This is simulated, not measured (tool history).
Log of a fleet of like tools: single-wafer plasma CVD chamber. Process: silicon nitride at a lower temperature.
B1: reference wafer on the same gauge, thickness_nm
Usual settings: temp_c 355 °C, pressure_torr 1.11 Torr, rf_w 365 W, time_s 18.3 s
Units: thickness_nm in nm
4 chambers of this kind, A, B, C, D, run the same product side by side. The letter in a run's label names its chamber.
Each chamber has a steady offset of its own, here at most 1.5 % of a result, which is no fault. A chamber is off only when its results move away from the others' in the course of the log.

At hour 3.2: chamber A: RF generator calibrated.
Run 1C, hour 8.8: usual settings; B1 19.400. Result: thickness_nm 22.197 nm.
Run 2B, hour 20.9: usual settings; B1 19.424. Result: thickness_nm 21.898 nm.
Run 3D, hour 33.3: usual settings; B1 19.378. Result: thickness_nm 22.074 nm.
Run 4A, hour 43.9: usual settings; B1 19.413. Result: thickness_nm 21.870 nm.
Run 5D, hour 49.9: usual settings; B1 19.401. Result: thickness_nm 21.807 nm.
Run 6C, hour 62.4: usual settings; B1 19.401. Result: thickness_nm 22.402 nm.
Run 7B, hour 69.4: usual settings; B1 19.407. Result: thickness_nm 21.835 nm.
Run 8A, hour 76.8: usual settings; B1 19.394. Result: thickness_nm 22.055 nm.
Run 9D, hour 89.9: usual settings; B1 19.398. Result: thickness_nm 21.873 nm.
Run 10C, hour 102.4: usual settings; B1 19.395. Result: thickness_nm 22.202 nm.
At hour 105.4: chamber A: capacitance manometer re-zeroed and calibrated.
At hour 107.8: chamber A: thermocouple changed; heater temperature recalibrated.
Run 11A, hour 113.7: usual settings; B1 19.399. Result: thickness_nm 21.630 nm.
Run 12B, hour 125.6: usual settings; B1 19.406. Result: thickness_nm 21.809 nm.
Run 13C, hour 133.8: usual settings; B1 19.398. Result: thickness_nm 22.192 nm.
Run 14A, hour 141.3: usual settings; B1 19.388. Result: thickness_nm 21.610 nm.
Run 15D, hour 148.9: usual settings; B1 19.377. Result: thickness_nm 21.701 nm.
Run 16B, hour 159.3: usual settings; B1 19.392. Result: thickness_nm 21.689 nm.
Run 17C, hour 172.5: usual settings; B1 19.390. Result: thickness_nm 22.102 nm.
Run 18D, hour 180.4: usual settings; B1 19.406. Result: thickness_nm 21.658 nm.
Run 19B, hour 192.2: usual settings; B1 19.419. Result: thickness_nm 21.544 nm.
Run 20A, hour 205.2: usual settings; B1 19.417. Result: thickness_nm 21.946 nm.
Run 21A, hour 212.3: usual settings; B1 19.403. Result: thickness_nm 21.894 nm.
Run 22C, hour 221.5: usual settings; B1 19.406. Result: thickness_nm 22.161 nm.
Run 23D, hour 232.3: usual settings; B1 19.409. Result: thickness_nm 21.598 nm.
Run 24B, hour 240.4: usual settings; B1 19.401. Result: thickness_nm 21.808 nm.
Run 25A, hour 249.4: usual settings; B1 19.429. Result: thickness_nm 21.902 nm.
Run 26D, hour 260.2: usual settings; B1 19.419. Result: thickness_nm 21.374 nm.
Run 27B, hour 271.9: usual settings but time_s 16.6 s; B1 19.398. Result: thickness_nm 19.569 nm.
Run 28C, hour 277.9: usual settings but time_s 16.6 s; B1 19.417. Result: thickness_nm 20.089 nm.
Run 29D, hour 290.3: usual settings but time_s 16.6 s; B1 19.390. Result: thickness_nm 19.002 nm.
Run 30B, hour 297.1: usual settings but time_s 16.6 s; B1 19.377. Result: thickness_nm 19.840 nm.
Run 31C, hour 308.0: usual settings; B1 19.424. Result: thickness_nm 22.000 nm.
Run 32A, hour 315.0: usual settings; B1 19.404. Result: thickness_nm 21.462 nm.
Run 33C, hour 321.4: usual settings but time_s 15.0 s; B1 19.385. Result: thickness_nm 18.065 nm.
Run 34B, hour 327.5: usual settings but time_s 15.0 s; B1 19.442. Result: thickness_nm 17.774 nm.
Run 35A, hour 336.5: usual settings but time_s 15.0 s; B1 19.407. Result: thickness_nm 17.808 nm.

What goes on in this fleet: one chamber off, a drifting gauge, or nothing beyond the chambers' own small offsets? Name the chamber and the cause, if any.

Chamber D drifts away from the others.
Cause: delivered RF power below the setpoint (%) = 6.96.

Here are 4 candidates for chamber D's next run, each the usual settings with a change, their results left as question marks. Which one brings its results back in line with what the others give on the usual settings?
In line means no further than this from the other chambers' mean on the usual settings: thickness_nm 0.440 nm
Run 36D-1, hour 346.1: usual settings but pressure_torr 1.13 Torr, time_s 19.0 s. Result: thickness_nm ?.
Run 36D-2, hour 346.1: usual settings but rf_w 340 W. Result: thickness_nm ?.
Run 36D-3, hour 346.1: usual settings but pressure_torr 1.03 Torr, rf_w 330 W. Result: thickness_nm ?.
Run 36D-4, hour 346.1: usual settings but pressure_torr 1.14 Torr, rf_w 375 W, time_s 19.2 s. Result: thickness_nm ?.

The other chambers' mean on the usual settings: thickness_nm 21.871 nm
  run  thickness_nm
36D-1        21.911
36D-2        20.061
36D-3        19.231
36D-4        22.579
36D-1 brings the chamber back in line.

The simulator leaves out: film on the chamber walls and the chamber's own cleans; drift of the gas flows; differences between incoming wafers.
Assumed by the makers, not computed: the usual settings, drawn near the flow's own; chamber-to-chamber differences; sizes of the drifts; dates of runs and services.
